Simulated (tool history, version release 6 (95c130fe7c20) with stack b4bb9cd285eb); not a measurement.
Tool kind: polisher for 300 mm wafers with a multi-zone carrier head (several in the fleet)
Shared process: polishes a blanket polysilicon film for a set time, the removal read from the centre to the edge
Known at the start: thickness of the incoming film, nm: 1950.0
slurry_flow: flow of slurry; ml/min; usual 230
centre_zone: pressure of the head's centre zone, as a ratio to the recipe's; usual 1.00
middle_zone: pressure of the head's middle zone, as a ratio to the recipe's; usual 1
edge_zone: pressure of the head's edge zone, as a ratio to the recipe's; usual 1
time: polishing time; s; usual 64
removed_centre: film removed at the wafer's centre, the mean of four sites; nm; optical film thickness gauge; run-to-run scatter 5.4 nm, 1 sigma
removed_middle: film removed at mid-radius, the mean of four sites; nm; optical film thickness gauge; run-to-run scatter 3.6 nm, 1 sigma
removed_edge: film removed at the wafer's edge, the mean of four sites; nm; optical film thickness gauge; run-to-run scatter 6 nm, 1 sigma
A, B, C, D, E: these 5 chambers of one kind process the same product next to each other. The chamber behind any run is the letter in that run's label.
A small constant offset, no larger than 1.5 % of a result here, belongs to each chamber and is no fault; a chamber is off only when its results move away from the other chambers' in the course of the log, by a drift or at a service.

| run | day | slurry_flow | centre_zone | middle_zone | edge_zone | time | removed_centre | removed_middle | removed_edge |
|---|---|---|---|---|---|---|---|---|---|
| 1B | 0.346 | 230 | 1.00 | 1 | 1 | 64 | 432.43 | 430.45 | 434.32 |
| 2D | 0.662 | 230 | 1.00 | 1 | 1 | 64 | 425.79 | 425.83 | 417.99 |
| 3A | 0.938 | 230 | 1.00 | 1 | 1 | 64 | 418.27 | 430.53 | 431.32 |
|  | 1.079 | chamber B: worn pad replaced by a new one |
| 4E | 1.133 | 230 | 1.00 | 1 | 1 | 64 | 425.83 | 424.78 | 414.18 |
| 5C | 1.458 | 230 | 1.00 | 1 | 1 | 64 | 422.86 | 430.86 | 417.78 |
|  | 1.558 | chamber C: worn pad replaced by a new one |
| 6C | 1.662 | 230 | 1.00 | 1 | 1 | 64 | 425.15 | 433.12 | 430.80 |
| 7D | 1.838 | 260 | 1.00 | 1 | 1 | 64 | 445.69 | 436.37 | 435.44 |
| 8B | 2.142 | 260 | 1.00 | 1 | 1 | 64 | 437.46 | 430.70 | 429.90 |
|  | 2.283 | chamber E: centre zone pressure recalibrated |
| 9E | 2.375 | 260 | 1.00 | 1 | 1 | 64 | 435.87 | 434.59 | 435.45 |
|  | 2.583 | chamber E: worn pad replaced by a new one |
| 10A | 2.683 | 260 | 1.00 | 1 | 1 | 64 | 416.22 | 429.29 | 422.50 |
| 11D | 2.862 | 260 | 1.00 | 1 | 1 | 64 | 425.13 | 431.76 | 436.55 |
| 12B | 3.129 | 230 | 1.00 | 1 | 1 | 64 | 431.73 | 434.65 | 432.00 |
| 13A | 3.300 | 230 | 1.00 | 1 | 1 | 64 | 422.61 | 425.05 | 434.16 |
|  | 3.500 | chamber D: slurry nozzle cleaned |
|  | 3.558 | chamber B: worn pad replaced by a new one |
| 14C | 3.617 | 230 | 1.00 | 1 | 1 | 64 | 431.54 | 434.20 | 428.76 |
|  | 3.867 | chamber A: worn pad replaced by a new one |
| 15E | 3.921 | 230 | 1.00 | 1 | 1 | 64 | 428.01 | 426.63 | 430.53 |
|  | 4.117 | chamber D: worn pad replaced by a new one |
| 16E | 4.262 | 230 | 1.11 | 1 | 1 | 64 | 484.62 | 433.40 | 430.21 |
| 17B | 4.492 | 230 | 1.11 | 1 | 1 | 64 | 483.60 | 424.50 | 431.90 |
| 18D | 4.650 | 230 | 1.11 | 1 | 1 | 64 | 490.49 | 428.31 | 421.60 |
| 19C | 4.833 | 230 | 1.11 | 1 | 1 | 64 | 481.63 | 438.45 | 433.17 |
|  | 4.962 | chamber E: worn pad replaced by a new one |
| 20A | 5.108 | 230 | 1.11 | 1 | 1 | 64 | 473.91 | 430.12 | 429.17 |
| 21D | 5.367 | 185 | 1.00 | 1 | 1 | 50 | 332.75 | 326.36 | 320.06 |
|  | 5.512 | chamber C: worn pad replaced by a new one |
| 22B | 5.700 | 185 | 1.00 | 1 | 1 | 50 | 321.99 | 332.32 | 327.36 |
|  | 5.733 | chamber D: edge zone pressure recalibrated |
| 23A | 5.929 | 185 | 1.00 | 1 | 1 | 50 | 322.41 | 324.26 | 327.42 |
|  | 6.138 | chamber B: worn pad replaced by a new one |
| 24E | 6.150 | 185 | 1.00 | 1 | 1 | 50 | 317.42 | 324.73 | 324.34 |
| 25C | 6.354 | 185 | 1.00 | 1 | 1 | 50 | 315.83 | 327.61 | 326.59 |
| 26E | 6.538 | 230 | 1.00 | 1 | 1 | 64 | 431.29 | 422.63 | 432.68 |
|  | 6.621 | chamber D: centre zone pressure recalibrated |
| 27B | 6.850 | 280 | 1.00 | 1 | 1 | 64 | 444.15 | 441.43 | 449.20 |
|  | 6.917 | chamber B: edge zone pressure recalibrated |
| 28C | 7.171 | 280 | 1.00 | 1 | 1 | 64 | 434.90 | 437.46 | 436.53 |
| 29D | 7.346 | 280 | 1.00 | 1 | 1 | 64 | 432.51 | 439.11 | 433.22 |
|  | 7.362 | chamber E: worn pad replaced by a new one |
| 30A | 7.646 | 280 | 1.00 | 1 | 1 | 64 | 431.90 | 435.92 | 430.81 |
| 31E | 7.929 | 280 | 1.00 | 1 | 1 | 64 | 440.57 | 435.83 | 438.77 |
|  | 8.071 | chamber D: worn pad replaced by a new one |
| 32C | 8.225 | 230 | 1.00 | 1 | 1 | 64 | 415.57 | 430.36 | 431.66 |
|  | 8.262 | chamber B: centre zone pressure recalibrated |
|  | 8.438 | chamber A: worn pad replaced by a new one |
| 33B | 8.500 | 230 | 1.00 | 1 | 1 | 64 | 431.48 | 429.85 | 431.79 |
| 34D | 8.800 | 230 | 1.00 | 1 | 1 | 64 | 431.89 | 430.03 | 432.12 |
| 35A | 8.958 | 230 | 1.00 | 1 | 1 | 64 | 419.88 | 429.76 | 428.72 |

One chamber off, gauge drift, or nothing amiss beyond the chambers' own small offsets? If it is a chamber, which one, and what is the likeliest cause?

The fleet is healthy, with each chamber sitting at its usual small offset and no drift in the gauge.
